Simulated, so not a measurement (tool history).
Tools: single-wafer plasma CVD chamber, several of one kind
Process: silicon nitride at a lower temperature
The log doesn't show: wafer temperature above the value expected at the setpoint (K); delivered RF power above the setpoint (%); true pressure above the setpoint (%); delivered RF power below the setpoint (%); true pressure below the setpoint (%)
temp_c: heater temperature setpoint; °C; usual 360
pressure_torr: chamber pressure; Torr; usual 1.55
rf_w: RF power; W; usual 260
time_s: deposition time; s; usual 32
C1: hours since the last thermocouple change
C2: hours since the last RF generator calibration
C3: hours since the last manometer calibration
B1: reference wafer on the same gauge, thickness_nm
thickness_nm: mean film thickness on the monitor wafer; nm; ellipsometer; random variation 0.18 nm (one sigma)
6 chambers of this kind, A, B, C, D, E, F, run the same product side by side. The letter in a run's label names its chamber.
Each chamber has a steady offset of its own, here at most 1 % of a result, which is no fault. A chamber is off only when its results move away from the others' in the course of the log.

At day 0.117: chamber E: capacitance manometer re-zeroed and calibrated.
Run 1F, day 0.433: usual settings; C1 288.0; C2 52.7; C3 1415.1; B1 36.277. Result: thickness_nm 33.775 nm.
At day 0.692: chamber D: capacitance manometer re-zeroed and calibrated.
Run 2C, day 1.079: usual settings; C1 400.9; C2 181.5; C3 223.7; B1 36.278. Result: thickness_nm 34.039 nm.
Run 3B, day 1.383: usual settings; C1 277.2; C2 1109.7; C3 2046.3; B1 36.296. Result: thickness_nm 33.648 nm.
Run 4E, day 1.767: usual settings; C1 458.4; C2 1109.8; C3 39.6; B1 36.284. Result: thickness_nm 33.690 nm.
Run 5D, day 2.408: usual settings; C1 2050.4; C2 704.7; C3 41.2; B1 36.310. Result: thickness_nm 33.633 nm.
Run 6A, day 2.725: usual settings; C1 545.3; C2 773.2; C3 627.2; B1 36.354. Result: thickness_nm 33.927 nm.
Run 7D, day 3.342: usual settings; C1 2072.8; C2 727.1; C3 63.6; B1 36.293. Result: thickness_nm 33.539 nm.
Run 8F, day 3.754: usual settings; C1 367.7; C2 132.4; C3 1494.8; B1 36.243. Result: thickness_nm 33.575 nm.
Run 9B, day 4.425: usual settings; C1 350.2; C2 1182.7; C3 2119.3; B1 36.266. Result: thickness_nm 33.566 nm.
Run 10E, day 4.775: usual settings; C1 530.6; C2 1182.0; C3 111.8; B1 36.312. Result: thickness_nm 33.357 nm.
Run 11C, day 5.367: usual settings but temp_c 369 °C; C1 503.8; C2 284.4; C3 326.6; B1 36.289. Result: thickness_nm 33.822 nm.
Run 12A, day 5.783: usual settings but temp_c 369 °C; C1 618.7; C2 846.6; C3 700.6; B1 36.322. Result: thickness_nm 33.432 nm.
Run 13A, day 6.321: usual settings but temp_c 369 °C; C1 631.6; C2 859.5; C3 713.5; B1 36.285. Result: thickness_nm 33.656 nm.
Run 14F, day 6.679: usual settings but temp_c 369 °C; C1 437.9; C2 202.6; C3 1565.0; B1 36.275. Result: thickness_nm 33.771 nm.
Run 15C, day 7.283: usual settings but temp_c 369 °C; C1 549.8; C2 330.4; C3 372.6; B1 36.329. Result: thickness_nm 33.563 nm.
Run 16E, day 7.838: usual settings but temp_c 369 °C; C1 604.1; C2 1255.5; C3 185.3; B1 36.248. Result: thickness_nm 33.183 nm.
Run 17D, day 8.383: usual settings but pressure_torr 1.18 Torr, rf_w 245 W; C1 2193.8; C2 848.1; C3 184.6; B1 36.279. Result: thickness_nm 29.858 nm.
Run 18B, day 9.046: usual settings but pressure_torr 1.18 Torr, rf_w 245 W; C1 461.1; C2 1293.6; C3 2230.2; B1 36.305. Result: thickness_nm 29.658 nm.
At day 9.300: chamber B: RF generator calibrated.
Run 19A, day 9.650: usual settings but pressure_torr 1.18 Torr, rf_w 245 W; C1 711.5; C2 939.4; C3 793.4; B1 36.316. Result: thickness_nm 29.940 nm.
Run 20D, day 10.112: usual settings but pressure_torr 1.18 Torr, rf_w 245 W; C1 2235.3; C2 889.6; C3 226.1; B1 36.277. Result: thickness_nm 29.613 nm.
Run 21F, day 10.712: usual settings but pressure_torr 1.18 Torr, rf_w 245 W; C1 534.7; C2 299.4; C3 1661.8; B1 36.273. Result: thickness_nm 29.734 nm.
Run 22B, day 11.050: usual settings but pressure_torr 1.18 Torr, rf_w 245 W; C1 509.2; C2 42.0; C3 2278.3; B1 36.259. Result: thickness_nm 29.724 nm.
Run 23E, day 11.721: usual settings; C1 697.3; C2 1348.7; C3 278.5; B1 36.285. Result: thickness_nm 32.758 nm.
Run 24C, day 12.029: usual settings but pressure_torr 1.75 Torr; C1 663.7; C2 444.3; C3 486.5; B1 36.282. Result: thickness_nm 35.040 nm.
Run 25D, day 12.342: usual settings but pressure_torr 1.75 Torr; C1 2288.8; C2 943.1; C3 279.6; B1 36.273. Result: thickness_nm 34.343 nm.
Run 26E, day 12.933: usual settings but pressure_torr 1.75 Torr; C1 726.4; C2 1377.8; C3 307.6; B1 36.311. Result: thickness_nm 33.980 nm.
Run 27A, day 13.325: usual settings but pressure_torr 1.75 Torr; C1 799.7; C2 1027.6; C3 881.6; B1 36.312. Result: thickness_nm 34.960 nm.
Run 28C, day 13.671: usual settings but pressure_torr 1.75 Torr; C1 703.1; C2 483.7; C3 525.9; B1 36.286. Result: thickness_nm 34.999 nm.
Run 29F, day 14.200: usual settings but pressure_torr 1.75 Torr; C1 618.4; C2 383.1; C3 1745.5; B1 36.299. Result: thickness_nm 34.662 nm.
Run 30B, day 14.779: usual settings; C1 598.7; C2 131.5; C3 2367.8; B1 36.288. Result: thickness_nm 33.502 nm.
Run 31B, day 15.350: usual settings; C1 612.4; C2 145.2; C3 2381.5; B1 36.288. Result: thickness_nm 33.973 nm.
Run 32F, day 15.854: usual settings; C1 658.1; C2 422.8; C3 1785.2; B1 36.328. Result: thickness_nm 33.580 nm.
Run 33A, day 16.500: usual settings but temp_c 369 °C; C1 875.9; C2 1103.8; C3 957.8; B1 36.361. Result: thickness_nm 33.316 nm.
Run 34C, day 17.150: usual settings but temp_c 369 °C; C1 786.6; C2 567.2; C3 609.4; B1 36.329. Result: thickness_nm 33.891 nm.
Run 35E, day 17.804: usual settings but temp_c 369 °C; C1 843.3; C2 1494.7; C3 424.5; B1 36.305. Result: thickness_nm 32.191 nm.
Run 36D, day 18.179: usual settings but temp_c 369 °C; C1 2428.9; C2 1083.2; C3 419.7; B1 36.286. Result: thickness_nm 33.444 nm.

Next, every chamber runs the same settings. What will each give?
Run 37A, day 18.675: usual settings but rf_w 300 W. Result: thickness_nm ?.
Run 37B, day 18.675: usual settings but rf_w 300 W. Result: thickness_nm ?.
Run 37C, day 18.675: usual settings but rf_w 300 W. Result: thickness_nm ?.
Run 37D, day 18.675: usual settings but rf_w 300 W. Result: thickness_nm ?.
Run 37E, day 18.675: usual settings but rf_w 300 W. Result: thickness_nm ?.
Run 37F, day 18.675: usual settings but rf_w 300 W. Result: thickness_nm ?.

run  thickness_nm
37A        37.213
37B        37.381
37C        37.670
37D        37.205
37E        35.555
37F        37.210
